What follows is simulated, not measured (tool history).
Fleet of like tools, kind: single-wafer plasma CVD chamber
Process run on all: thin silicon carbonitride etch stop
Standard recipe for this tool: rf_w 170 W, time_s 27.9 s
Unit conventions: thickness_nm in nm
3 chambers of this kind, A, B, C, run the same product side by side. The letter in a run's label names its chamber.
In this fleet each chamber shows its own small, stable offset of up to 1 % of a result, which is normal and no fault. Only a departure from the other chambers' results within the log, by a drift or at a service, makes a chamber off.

| run | hour | rf_w | time_s | hours since the last thermocouple change | hours since the last RF generator calibration | read-back reference wafer on the same gauge, thickness_nm | thickness_nm |
|---|---|---|---|---|---|---|---|
| 1A | 10.6 | 170 | 27.9 | 679.8 | 729.6 | 15.906 | 15.255 |
| 2C | 19.9 | 170 | 27.9 | 1498.8 | 133.4 | 15.909 | 15.157 |
| 3B | 27.3 | 170 | 27.9 | 2415.8 | 827.1 | 15.906 | 15.160 |
| 4A | 32.5 | 170 | 27.9 | 701.7 | 751.5 | 15.905 | 15.264 |
|  | 41.7 | chamber B: thermocouple changed; heater temperature recalibrated |
| 5C | 42.4 | 170 | 27.9 | 1521.3 | 155.9 | 15.913 | 15.179 |
|  | 48.3 | chamber B: RF generator calibrated |
| 6B | 52.7 | 170 | 27.9 | 11.0 | 4.4 | 15.912 | 15.140 |
| 7C | 59.3 | 170 | 31.6 | 1538.2 | 172.8 | 15.912 | 17.212 |
| 8A | 64.0 | 170 | 31.6 | 733.2 | 783.0 | 15.923 | 17.279 |
| 9B | 71.5 | 170 | 31.6 | 29.8 | 23.2 | 15.923 | 17.130 |
| 10B | 78.0 | 170 | 27.9 | 36.3 | 29.7 | 15.923 | 15.162 |
| 11A | 84.7 | 170 | 27.9 | 753.9 | 803.7 | 15.934 | 15.202 |
| 12C | 89.6 | 170 | 27.9 | 1568.5 | 203.1 | 15.927 | 15.235 |
|  | 94.0 | chamber C: thermocouple changed; heater temperature recalibrated |
| 13B | 98.7 | 170 | 27.9 | 57.0 | 50.4 | 15.928 | 15.185 |
| 14C | 107.8 | 170 | 27.9 | 13.9 | 221.3 | 15.936 | 15.207 |
| 15A | 116.1 | 170 | 27.9 | 785.3 | 835.1 | 15.940 | 15.286 |
|  | 117.9 | chamber A: RF generator calibrated |
| 16A | 126.0 | 170 | 27.9 | 795.2 | 8.2 | 15.943 | 15.233 |
| 17C | 135.9 | 170 | 27.9 | 42.0 | 249.4 | 15.940 | 15.191 |
| 18B | 145.8 | 170 | 27.9 | 104.1 | 97.5 | 15.943 | 15.167 |
| 19A | 154.1 | 195 | 30.4 | 823.3 | 36.3 | 15.950 | 17.320 |
| 20C | 159.0 | 195 | 30.4 | 65.1 | 272.5 | 15.952 | 17.263 |
| 21B | 164.7 | 195 | 30.4 | 123.0 | 116.4 | 15.949 | 17.258 |
| 22A | 172.7 | 195 | 22.7 | 841.9 | 54.9 | 15.954 | 12.963 |
| 23B | 182.3 | 195 | 22.7 | 140.6 | 134.0 | 15.964 | 12.833 |
| 24C | 188.6 | 195 | 22.7 | 94.7 | 302.1 | 15.957 | 12.916 |
| 25C | 195.7 | 170 | 27.9 | 101.8 | 309.2 | 15.959 | 15.197 |
| 26B | 202.3 | 170 | 27.9 | 160.6 | 154.0 | 15.966 | 15.203 |
| 27A | 209.7 | 170 | 27.9 | 878.9 | 91.9 | 15.960 | 15.274 |
| 28A | 217.3 | 170 | 27.9 | 886.5 | 99.5 | 15.966 | 15.267 |
| 29B | 225.4 | 170 | 27.9 | 183.7 | 177.1 | 15.967 | 15.202 |
| 30C | 233.7 | 170 | 27.9 | 139.8 | 347.2 | 15.966 | 15.267 |
| 31B | 242.2 | 170 | 27.9 | 200.5 | 193.9 | 15.968 | 15.216 |
| 32A | 250.1 | 170 | 27.9 | 919.3 | 132.3 | 15.978 | 15.301 |
| 33C | 259.4 | 170 | 27.9 | 165.5 | 372.9 | 15.983 | 15.289 |
| 34C | 268.9 | 170 | 27.9 | 175.0 | 382.4 | 15.982 | 15.262 |
| 35B | 275.3 | 145 | 26.2 | 233.6 | 227.0 | 15.985 | 13.686 |
| 36A | 280.0 | 145 | 26.2 | 949.2 | 162.2 | 15.986 | 13.721 |
| 37B | 289.3 | 145 | 26.2 | 247.6 | 241.0 | 15.986 | 13.625 |
| 38A | 298.7 | 170 | 27.9 | 967.9 | 180.9 | 15.990 | 15.304 |
| 39C | 309.4 | 170 | 27.9 | 215.5 | 422.9 | 15.989 | 15.284 |
| 40A | 316.0 | 170 | 27.9 | 985.2 | 198.2 | 15.994 | 15.277 |
| 41C | 322.1 | 155 | 23.2 | 228.2 | 435.6 | 15.998 | 12.346 |

Decide between three cases: one chamber stands off from its peers, the gauge reading all wafers drifts, or nothing is wrong past each chamber's small offset. Where a chamber is off, say which and what most likely put it there.

Gauge drift. The chambers move together only on paper, and none stands off.
Cause: gauge reads high (%) = 0.625.
